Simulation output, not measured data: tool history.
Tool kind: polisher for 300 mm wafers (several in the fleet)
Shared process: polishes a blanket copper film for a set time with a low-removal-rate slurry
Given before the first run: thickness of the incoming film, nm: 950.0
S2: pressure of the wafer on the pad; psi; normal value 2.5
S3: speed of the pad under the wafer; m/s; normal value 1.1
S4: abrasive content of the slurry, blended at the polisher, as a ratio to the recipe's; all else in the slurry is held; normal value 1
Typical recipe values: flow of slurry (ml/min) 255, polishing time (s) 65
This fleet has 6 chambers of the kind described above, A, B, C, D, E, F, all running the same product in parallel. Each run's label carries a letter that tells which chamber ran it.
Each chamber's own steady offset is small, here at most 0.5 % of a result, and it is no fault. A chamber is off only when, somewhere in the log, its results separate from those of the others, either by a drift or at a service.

run 1C hour=3.7 | flow_of_slurry_(ml/min)=255 S2=2.5 S3=1.1 S4=1 polishing_time_(s)=65 | film_removed_(Å)=2088.9
run 2F hour=8.3 | flow_of_slurry_(ml/min)=255 S2=2.5 S3=1.1 S4=1 polishing_time_(s)=65 | film_removed_(Å)=2044.3
-- hour=9.2 chamber B: worn pad replaced by a new one
run 3B hour=12.2 | flow_of_slurry_(ml/min)=255 S2=2.5 S3=1.1 S4=1 polishing_time_(s)=65 | film_removed_(Å)=2104.6
-- hour=16.2 chamber E: slurry nozzle cleaned
run 4E hour=16.2 | flow_of_slurry_(ml/min)=255 S2=2.5 S3=1.1 S4=1 polishing_time_(s)=65 | film_removed_(Å)=2109
-- hour=17.9 chamber A: head pressure recalibrated
run 5A hour=23.1 | flow_of_slurry_(ml/min)=255 S2=2.5 S3=1.1 S4=1 polishing_time_(s)=65 | film_removed_(Å)=2064.4
run 6D hour=27.5 | flow_of_slurry_(ml/min)=255 S2=2.5 S3=1.1 S4=1 polishing_time_(s)=65 | film_removed_(Å)=2099.2
run 7B hour=31.5 | flow_of_slurry_(ml/min)=255 S2=2.5 S3=1.1 S4=1 polishing_time_(s)=65 | film_removed_(Å)=2100.6
-- hour=36.1 chamber A: worn pad replaced by a new one
-- hour=38.3 chamber E: worn pad replaced by a new one
run 8A hour=38.6 | flow_of_slurry_(ml/min)=255 S2=2.5 S3=1.1 S4=1 polishing_time_(s)=65 | film_removed_(Å)=2091.9
-- hour=43.2 chamber A: slurry nozzle cleaned
run 9C hour=44.5 | flow_of_slurry_(ml/min)=255 S2=2.5 S3=1.1 S4=1 polishing_time_(s)=65 | film_removed_(Å)=2115.8
run 10F hour=49.8 | flow_of_slurry_(ml/min)=255 S2=2.5 S3=1.1 S4=1 polishing_time_(s)=65 | film_removed_(Å)=2092.9
run 11D hour=55.6 | flow_of_slurry_(ml/min)=255 S2=2.5 S3=1.1 S4=1 polishing_time_(s)=65 | film_removed_(Å)=2043.6
run 12E hour=60.3 | flow_of_slurry_(ml/min)=255 S2=2.5 S3=1.1 S4=1 polishing_time_(s)=65 | film_removed_(Å)=2104.9
run 13B hour=66 | flow_of_slurry_(ml/min)=255 S2=2.5 S3=1.1 S4=1 polishing_time_(s)=65 | film_removed_(Å)=2098.3
run 14A hour=73.2 | flow_of_slurry_(ml/min)=255 S2=2.5 S3=1.1 S4=1 polishing_time_(s)=65 | film_removed_(Å)=2073.3
-- hour=74.9 chamber F: worn pad replaced by a new one
run 15D hour=76.9 | flow_of_slurry_(ml/min)=255 S2=1.7 S3=1.1 S4=1 polishing_time_(s)=65 | film_removed_(Å)=1388.4
run 16F hour=81.5 | flow_of_slurry_(ml/min)=255 S2=1.7 S3=1.1 S4=1 polishing_time_(s)=65 | film_removed_(Å)=1400.3
run 17E hour=87.9 | flow_of_slurry_(ml/min)=255 S2=1.7 S3=1.1 S4=1 polishing_time_(s)=65 | film_removed_(Å)=1426.4
run 18C hour=93 | flow_of_slurry_(ml/min)=255 S2=1.7 S3=1.1 S4=1 polishing_time_(s)=65 | film_removed_(Å)=1430.8
run 19C hour=98.7 | flow_of_slurry_(ml/min)=255 S2=1.7 S3=1.1 S4=1 polishing_time_(s)=65 | film_removed_(Å)=1427.5
run 20B hour=104.8 | flow_of_slurry_(ml/min)=255 S2=1.7 S3=1.1 S4=1 polishing_time_(s)=65 | film_removed_(Å)=1419.1
run 21D hour=109.7 | flow_of_slurry_(ml/min)=255 S2=2.5 S3=1.1 S4=1 polishing_time_(s)=65 | film_removed_(Å)=1982.4
-- hour=112.7 chamber D: head pressure recalibrated
run 22F hour=114.2 | flow_of_slurry_(ml/min)=255 S2=2.5 S3=1.1 S4=1 polishing_time_(s)=65 | film_removed_(Å)=2102.4
run 23E hour=118.2 | flow_of_slurry_(ml/min)=255 S2=2.5 S3=1.1 S4=1 polishing_time_(s)=65 | film_removed_(Å)=2092.6
-- hour=118.6 chamber B: worn pad replaced by a new one
-- hour=121.2 chamber C: slurry blender recalibrated
run 24A hour=123 | flow_of_slurry_(ml/min)=255 S2=2.5 S3=1.1 S4=1 polishing_time_(s)=65 | film_removed_(Å)=2054.6
-- hour=127.2 chamber A: worn pad replaced by a new one
run 25B hour=127.3 | flow_of_slurry_(ml/min)=255 S2=2.5 S3=1.1 S4=1 polishing_time_(s)=65 | film_removed_(Å)=2136
run 26A hour=131.2 | flow_of_slurry_(ml/min)=255 S2=2.5 S3=1.1 S4=1 polishing_time_(s)=65 | film_removed_(Å)=2104.1
run 27D hour=135.3 | flow_of_slurry_(ml/min)=200 S2=2.5 S3=1.1 S4=1 polishing_time_(s)=65 | film_removed_(Å)=1917.8
-- hour=138.7 chamber C: worn pad replaced by a new one
run 28E hour=140.2 | flow_of_slurry_(ml/min)=200 S2=2.5 S3=1.1 S4=1 polishing_time_(s)=65 | film_removed_(Å)=2033.3
run 29F hour=143.9 | flow_of_slurry_(ml/min)=200 S2=2.5 S3=1.1 S4=1 polishing_time_(s)=65 | film_removed_(Å)=2040.3
run 30C hour=149.7 | flow_of_slurry_(ml/min)=200 S2=2.5 S3=1.1 S4=1 polishing_time_(s)=65 | film_removed_(Å)=2062.3
run 31F hour=156.7 | flow_of_slurry_(ml/min)=200 S2=2.5 S3=1.1 S4=1 polishing_time_(s)=65 | film_removed_(Å)=2026.2
run 32B hour=161.8 | flow_of_slurry_(ml/min)=200 S2=2.5 S3=1.1 S4=1 polishing_time_(s)=65 | film_removed_(Å)=2026.1
run 33E hour=167.4 | flow_of_slurry_(ml/min)=255 S2=2.5 S3=1.1 S4=1.15 polishing_time_(s)=56 | film_removed_(Å)=1865.1
run 34A hour=173.6 | flow_of_slurry_(ml/min)=255 S2=2.5 S3=1.1 S4=1.15 polishing_time_(s)=56 | film_removed_(Å)=1876.9
run 35D hour=177.2 | flow_of_slurry_(ml/min)=255 S2=2.5 S3=1.1 S4=1.15 polishing_time_(s)=56 | film_removed_(Å)=1692.9
run 36C hour=182.6 | flow_of_slurry_(ml/min)=255 S2=2.5 S3=1.1 S4=1.15 polishing_time_(s)=56 | film_removed_(Å)=1867.9
run 37F hour=187.2 | flow_of_slurry_(ml/min)=255 S2=2.5 S3=1.1 S4=1.15 polishing_time_(s)=56 | film_removed_(Å)=1880.1
run 38C hour=193.4 | flow_of_slurry_(ml/min)=255 S2=2.5 S3=1.1 S4=1.15 polishing_time_(s)=56 | film_removed_(Å)=1878.6

Next, all 6 chambers run the settings below, one line each with question marks for the results. What does each chamber give?
run 39A hour=198.6 | flow_of_slurry_(ml/min)=255 S2=1.9 S3=1.1 S4=1 polishing_time_(s)=65 | film_removed_(Å)=?
run 39B hour=198.6 | flow_of_slurry_(ml/min)=255 S2=1.9 S3=1.1 S4=1 polishing_time_(s)=65 | film_removed_(Å)=?
run 39C hour=198.6 | flow_of_slurry_(ml/min)=255 S2=1.9 S3=1.1 S4=1 polishing_time_(s)=65 | film_removed_(Å)=?
run 39D hour=198.6 | flow_of_slurry_(ml/min)=255 S2=1.9 S3=1.1 S4=1 polishing_time_(s)=65 | film_removed_(Å)=?
run 39E hour=198.6 | flow_of_slurry_(ml/min)=255 S2=1.9 S3=1.1 S4=1 polishing_time_(s)=65 | film_removed_(Å)=?
run 39F hour=198.6 | flow_of_slurry_(ml/min)=255 S2=1.9 S3=1.1 S4=1 polishing_time_(s)=65 | film_removed_(Å)=?

run=39A film_removed_(Å)=1582
run=39B film_removed_(Å)=1587
run=39C film_removed_(Å)=1606.1
run=39D film_removed_(Å)=1449.4
run=39E film_removed_(Å)=1582.7
run=39F film_removed_(Å)=1587.2
